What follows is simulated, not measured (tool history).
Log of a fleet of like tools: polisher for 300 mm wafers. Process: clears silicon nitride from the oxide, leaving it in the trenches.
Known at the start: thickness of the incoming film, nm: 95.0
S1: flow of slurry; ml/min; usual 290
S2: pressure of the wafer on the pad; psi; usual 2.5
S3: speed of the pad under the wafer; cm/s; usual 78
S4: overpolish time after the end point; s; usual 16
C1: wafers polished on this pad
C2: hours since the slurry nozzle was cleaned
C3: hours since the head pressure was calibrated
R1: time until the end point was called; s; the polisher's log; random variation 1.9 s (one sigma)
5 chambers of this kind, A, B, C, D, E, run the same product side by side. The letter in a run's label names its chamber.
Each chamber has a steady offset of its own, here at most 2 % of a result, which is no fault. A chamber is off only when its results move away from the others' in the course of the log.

{"run": "1A", "hour": 7.2, "S1": 290, "S2": 2.5, "S3": 78, "S4": 16, "C1": 657, "C2": 138.8, "C3": 94.9, "R1": 156.7}
{"run": "2B", "hour": 15.4, "S1": 290, "S2": 2.5, "S3": 78, "S4": 16, "C1": 708, "C2": 327.4, "C3": 653.4, "R1": 162.83}
{"run": "3C", "hour": 26.2, "S1": 290, "S2": 2.5, "S3": 78, "S4": 16, "C1": 1257, "C2": 806.9, "C3": 294.7, "R1": 156.82}
{"hour": 31.4, "done": "chamber B: worn pad replaced by a new one"}
{"hour": 34.5, "done": "chamber C: worn pad replaced by a new one"}
{"hour": 35.8, "done": "chamber C: slurry nozzle cleaned"}
{"hour": 36.0, "done": "chamber D: worn pad replaced by a new one"}
{"run": "4E", "hour": 38.2, "S1": 290, "S2": 2.5, "S3": 78, "S4": 16, "C1": 436, "C2": 110.4, "C3": 488.3, "R1": 158.59}
{"run": "5D", "hour": 48.2, "S1": 290, "S2": 2.5, "S3": 78, "S4": 16, "C1": 114, "C2": 157.3, "C3": 236.4, "R1": 154.52}
{"run": "6A", "hour": 58.7, "S1": 290, "S2": 2.5, "S3": 78, "S4": 16, "C1": 1136, "C2": 190.3, "C3": 146.4, "R1": 159.99}
{"run": "7E", "hour": 68.9, "S1": 290, "S2": 1.7, "S3": 104, "S4": 16, "C1": 722, "C2": 141.1, "C3": 519.0, "R1": 176.07}
{"run": "8D", "hour": 78.1, "S1": 290, "S2": 1.7, "S3": 104, "S4": 16, "C1": 392, "C2": 187.2, "C3": 266.3, "R1": 175.57}
{"run": "9C", "hour": 86.6, "S1": 290, "S2": 1.7, "S3": 104, "S4": 16, "C1": 485, "C2": 50.9, "C3": 355.1, "R1": 174.73}
{"hour": 89.3, "done": "chamber A: worn pad replaced by a new one"}
{"run": "10B", "hour": 95.4, "S1": 290, "S2": 1.7, "S3": 104, "S4": 16, "C1": 595, "C2": 407.4, "C3": 733.4, "R1": 177.8}
{"hour": 106.4, "done": "chamber B: worn pad replaced by a new one"}
{"run": "11B", "hour": 107.1, "S1": 290, "S2": 1.7, "S3": 104, "S4": 16, "C1": 6, "C2": 419.1, "C3": 745.1, "R1": 176.75}
{"run": "12A", "hour": 118.9, "S1": 290, "S2": 2.5, "S3": 78, "S4": 16, "C1": 275, "C2": 250.5, "C3": 206.6, "R1": 157.14}
{"run": "13C", "hour": 127.9, "S1": 290, "S2": 2.5, "S3": 78, "S4": 16, "C1": 869, "C2": 92.2, "C3": 396.4, "R1": 156.03}
{"hour": 128.8, "done": "chamber E: worn pad replaced by a new one"}
{"run": "14D", "hour": 140.7, "S1": 290, "S2": 2.5, "S3": 78, "S4": 16, "C1": 974, "C2": 249.8, "C3": 328.9, "R1": 159.38}
{"run": "15E", "hour": 150.4, "S1": 290, "S2": 1.8, "S3": 64, "S4": 16, "C1": 201, "C2": 222.6, "C3": 600.5, "R1": 277.08}
{"run": "16E", "hour": 156.3, "S1": 290, "S2": 1.8, "S3": 64, "S4": 16, "C1": 256, "C2": 228.5, "C3": 606.4, "R1": 275.06}
{"hour": 156.4, "done": "chamber C: worn pad replaced by a new one"}
{"run": "17B", "hour": 169.5, "S1": 290, "S2": 1.8, "S3": 64, "S4": 16, "C1": 587, "C2": 481.5, "C3": 807.5, "R1": 293.04}
{"hour": 169.9, "done": "chamber D: worn pad replaced by a new one"}
{"run": "18C", "hour": 175.6, "S1": 290, "S2": 1.8, "S3": 64, "S4": 16, "C1": 178, "C2": 139.9, "C3": 444.1, "R1": 272.98}
{"run": "19D", "hour": 181.8, "S1": 290, "S2": 1.8, "S3": 64, "S4": 16, "C1": 111, "C2": 290.9, "C3": 370.0, "R1": 267.5}
{"run": "20A", "hour": 189.6, "S1": 290, "S2": 2.5, "S3": 78, "S4": 16, "C1": 932, "C2": 321.2, "C3": 277.3, "R1": 158.64}
{"hour": 197.0, "done": "chamber B: worn pad replaced by a new one"}
{"run": "21E", "hour": 200.2, "S1": 290, "S2": 2.5, "S3": 78, "S4": 16, "C1": 664, "C2": 272.4, "C3": 650.3, "R1": 159.92}
{"run": "22C", "hour": 210.3, "S1": 290, "S2": 2.5, "S3": 78, "S4": 16, "C1": 501, "C2": 174.6, "C3": 478.8, "R1": 162.11}
{"hour": 214.7, "done": "chamber A: worn pad replaced by a new one"}
{"run": "23D", "hour": 217.1, "S1": 290, "S2": 2.5, "S3": 78, "S4": 16, "C1": 439, "C2": 326.2, "C3": 405.3, "R1": 158.11}
{"run": "24A", "hour": 225.1, "S1": 290, "S2": 2.5, "S3": 78, "S4": 16, "C1": 97, "C2": 356.7, "C3": 312.8, "R1": 159.75}
{"run": "25B", "hour": 232.1, "S1": 290, "S2": 2.5, "S3": 78, "S4": 16, "C1": 326, "C2": 544.1, "C3": 870.1, "R1": 174.33}
{"run": "26A", "hour": 238.2, "S1": 200, "S2": 2.5, "S3": 78, "S4": 16, "C1": 219, "C2": 369.8, "C3": 325.9, "R1": 162.91}
{"hour": 241.2, "done": "chamber D: head pressure recalibrated"}
{"run": "27C", "hour": 244.5, "S1": 200, "S2": 2.5, "S3": 78, "S4": 16, "C1": 819, "C2": 208.8, "C3": 513.0, "R1": 167.84}
{"hour": 252.9, "done": "chamber E: worn pad replaced by a new one"}
{"run": "28E", "hour": 256.7, "S1": 200, "S2": 2.5, "S3": 78, "S4": 16, "C1": 36, "C2": 328.9, "C3": 706.8, "R1": 164.83}
{"run": "29B", "hour": 266.1, "S1": 200, "S2": 2.5, "S3": 78, "S4": 16, "C1": 642, "C2": 578.1, "C3": 904.1, "R1": 184.87}
{"run": "30D", "hour": 278.3, "S1": 200, "S2": 2.5, "S3": 78, "S4": 16, "C1": 1008, "C2": 387.4, "C3": 37.2, "R1": 164.25}
{"run": "31A", "hour": 287.6, "S1": 290, "S2": 2.5, "S3": 78, "S4": 16, "C1": 678, "C2": 419.2, "C3": 375.3, "R1": 160.79}

All 5 chambers run these settings next. Forecast each chamber's results:
{"run": "32A", "hour": 297.3, "S1": 290, "S2": 2.5, "S3": 78, "S4": 16, "R1": "?"}
{"run": "32B", "hour": 297.3, "S1": 290, "S2": 2.5, "S3": 78, "S4": 16, "R1": "?"}
{"run": "32C", "hour": 297.3, "S1": 290, "S2": 2.5, "S3": 78, "S4": 16, "R1": "?"}
{"run": "32D", "hour": 297.3, "S1": 290, "S2": 2.5, "S3": 78, "S4": 16, "R1": "?"}
{"run": "32E", "hour": 297.3, "S1": 290, "S2": 2.5, "S3": 78, "S4": 16, "R1": "?"}

run=32A R1=159.04
run=32B R1=179.96
run=32C R1=155.92
run=32D R1=155.49
run=32E R1=160.95
